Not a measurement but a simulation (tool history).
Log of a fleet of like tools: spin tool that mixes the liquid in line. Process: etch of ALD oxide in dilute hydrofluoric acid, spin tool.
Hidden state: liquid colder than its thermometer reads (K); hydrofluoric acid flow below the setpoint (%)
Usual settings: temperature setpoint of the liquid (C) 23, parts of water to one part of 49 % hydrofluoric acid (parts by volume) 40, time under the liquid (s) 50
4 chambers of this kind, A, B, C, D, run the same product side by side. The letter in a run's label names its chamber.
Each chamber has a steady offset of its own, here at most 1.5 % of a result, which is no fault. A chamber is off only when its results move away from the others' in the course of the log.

run	hour	temperature setpoint of the liquid (C)	parts of water to one part of 49 % hydrofluoric acid (parts by volume)	time under the liquid (s)	hours since the thermometer was replaced	hours since the hydrofluoric acid flow meter was replaced	read-back film thickness of the ALD oxide reference wafer, read on the same gauge (nm)	thickness taken off the ALD oxide on a monitor wafer (angstrom)
1B	5.8	23	40	50	2757.6	1131.4	39.985	423.38
2A	11.4	23	40	50	1981.6	776.1	39.991	424.98
3D	16.2	23	40	50	1947.6	386.6	40.022	412.54
4C	21.3	23	40	50	236.3	576.9	40.002	422.8
5A	26.1	23	40	50	1996.3	790.8	39.978	424
6C	33.3	23	40	50	248.3	588.9	39.973	421.45
7D	38.3	23	40	50	1969.7	408.7	39.978	416.47
8B	44.4	23	40	50	2796.2	1170	39.985	425.12
# hour 47.6: chamber A: thermometer replaced
9A	53	23	40	50	5.5	817.7	39.984	425.53
10C	59.7	23	40	50	274.7	615.3	40.028	420.35
11B	69.2	23	40	50	2821	1194.8	40.017	426.2
12D	74.9	23	40	50	2006.3	445.3	39.995	413.22
13C	82	23	40	50	297	637.6	40.008	421.52
14D	90.3	23	40	50	2021.7	460.7	39.983	415.72
15A	99.2	23	40	50	51.7	863.9	39.996	425.78
16B	104.1	23	40	50	2855.9	1229.7	40.047	425.49
17B	112.7	23	40	50	2864.5	1238.3	40.005	424.75
18A	117.7	23	40	50	70.2	882.4	39.986	425.23
19C	123.5	23	55	50	338.5	679.1	39.989	301.69
20D	129.2	23	55	50	2060.6	499.6	39.991	295.52
21A	134.7	23	55	50	87.2	899.4	39.993	303.4
# hour 136.5: chamber B: thermometer replaced
22B	141.1	23	55	50	4.7	1266.7	40.018	304.08
23D	148.2	23	40	50	2079.6	518.6	39.99	414.44
24C	156.7	23	40	50	371.7	712.3	39.972	422.37
25B	166.2	23	40	50	29.8	1291.8	40.011	425.95
26A	175	23	40	50	127.5	939.7	39.999	425.02
27D	182.2	26	25	50	2113.6	552.6	39.999	770.65
28C	191.1	26	25	50	406.1	746.7	40.023	772.53
29D	200.1	26	25	50	2131.5	570.5	40.014	770.17
30C	208.5	26	25	50	423.5	764.1	40.002	775.8
31A	216.8	23	40	50	169.3	981.5	39.982	426.19
32B	222.3	23	40	50	85.9	1347.9	39.978	426.54
33C	229.3	23	40	50	444.3	784.9	40.066	422.04
34D	235.6	23	40	50	2167	606	39.983	413.2
35A	240.1	23	40	50	192.6	1004.8	39.991	423.59
36B	245.9	23	40	50	109.5	1371.5	39.987	424.59
37D	252.5	23	40	50	2183.9	622.9	40.001	418.07
38C	259	23	40	50	474	814.6	39.983	420.95
39B	267.7	23	40	50	131.3	1393.3	39.967	424.35
40A	274.2	23	40	50	226.7	1038.9	39.992	427.42
# hour 277.2: chamber A: hydrofluoric acid flow meter replaced
41C	278.4	23	40	50	493.4	834	39.983	421.63
42A	287.9	23	40	50	240.4	10.7	40.056	423.88
43D	294.7	23	40	50	2226.1	665.1	40.016	415.54

All 4 chambers run these settings next. Forecast each chamber's results:
44A	301.6	23	40	50				?
44B	301.6	23	40	50				?
44C	301.6	23	40	50				?
44D	301.6	23	40	50				?

run	thickness taken off the ALD oxide on a monitor wafer (angstrom)
44A	421.87
44B	423.72
44C	420.68
44D	413.73
